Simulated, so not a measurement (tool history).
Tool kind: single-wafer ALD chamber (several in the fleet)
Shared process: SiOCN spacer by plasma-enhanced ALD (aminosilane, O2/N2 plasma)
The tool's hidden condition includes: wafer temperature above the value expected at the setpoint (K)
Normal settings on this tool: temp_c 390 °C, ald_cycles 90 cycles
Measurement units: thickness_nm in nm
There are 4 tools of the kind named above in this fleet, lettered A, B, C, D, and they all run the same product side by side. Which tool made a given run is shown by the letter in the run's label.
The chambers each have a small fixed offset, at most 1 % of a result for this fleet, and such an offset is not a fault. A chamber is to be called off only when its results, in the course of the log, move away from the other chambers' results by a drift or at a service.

run,day,temp_c,ald_cycles,hours since the last thermocouple change,"read-back reference wafer on the same gauge, thickness_nm",thickness_nm
1B,0.2,390,90,1861.2,4.5594,5.4045
2C,0.542,390,90,312.7,4.562,5.4559
3A,0.858,390,90,584.3,4.5645,5.4552
4D,1.075,390,90,1080,4.5644,5.4339
5B,1.346,400,75,1888.7,4.5656,4.5076
6D,1.571,400,75,1091.9,4.5634,4.52
7A,1.975,400,75,611.1,4.5641,4.56
8C,2.412,400,75,357.6,4.566,4.557
9A,2.804,390,90,631,4.5698,5.4768
10D,3.142,390,90,1129.6,4.5675,5.4513
11C,3.596,390,90,386,4.5702,5.4717
12B,3.871,390,90,1949.3,4.5697,5.4194
13B,4.2,380,100,1957.2,4.5712,6.0093
14A,4.496,380,100,671.6,4.5728,6.0792
15D,4.854,380,100,1170.7,4.5748,6.0496
16C,5.242,380,100,425.5,4.5757,6.0868
17A,5.458,390,84,694.7,4.5742,5.1185
18D,5.75,390,84,1192.2,4.577,5.0894
19B,6.117,390,84,2003.2,4.5759,5.0704
20C,6.417,390,84,453.7,4.5801,5.1141
21A,6.617,380,98,722.5,4.5792,5.9736
22D,7.012,380,98,1222.5,4.5793,5.9573
23C,7.367,380,98,476.5,4.5814,5.9687
24B,7.746,380,98,2042.3,4.5812,5.9022
25C,7.967,390,90,490.9,4.5853,5.4999
26B,8.2,402,107,2053.2,4.5834,6.3992
27D,8.629,402,107,1261.3,4.5849,6.4652
28A,8.988,402,107,779.4,4.5867,6.4927
29B,9.267,402,107,2078.8,4.5871,6.4332
30A,9.675,395,90,795.9,4.5876,5.5022
31D,9.971,395,90,1293.5,4.5911,5.4607
32C,10.242,395,90,545.5,4.5891,5.4899
33C,10.479,395,90,551.2,4.5905,5.4961
34D,10.679,390,90,1310.5,4.5886,5.4731
35A,11.125,390,90,830.7,4.5918,5.4903

Does one chamber stand apart from the rest, does the shared gauge drift, or is all well apart from small per-chamber offsets? Give the chamber and the most likely cause, where there is one.

Gauge drift. The chambers move together only on paper, and none stands off.
What lies behind it: gauge reads high (%) = 0.712.
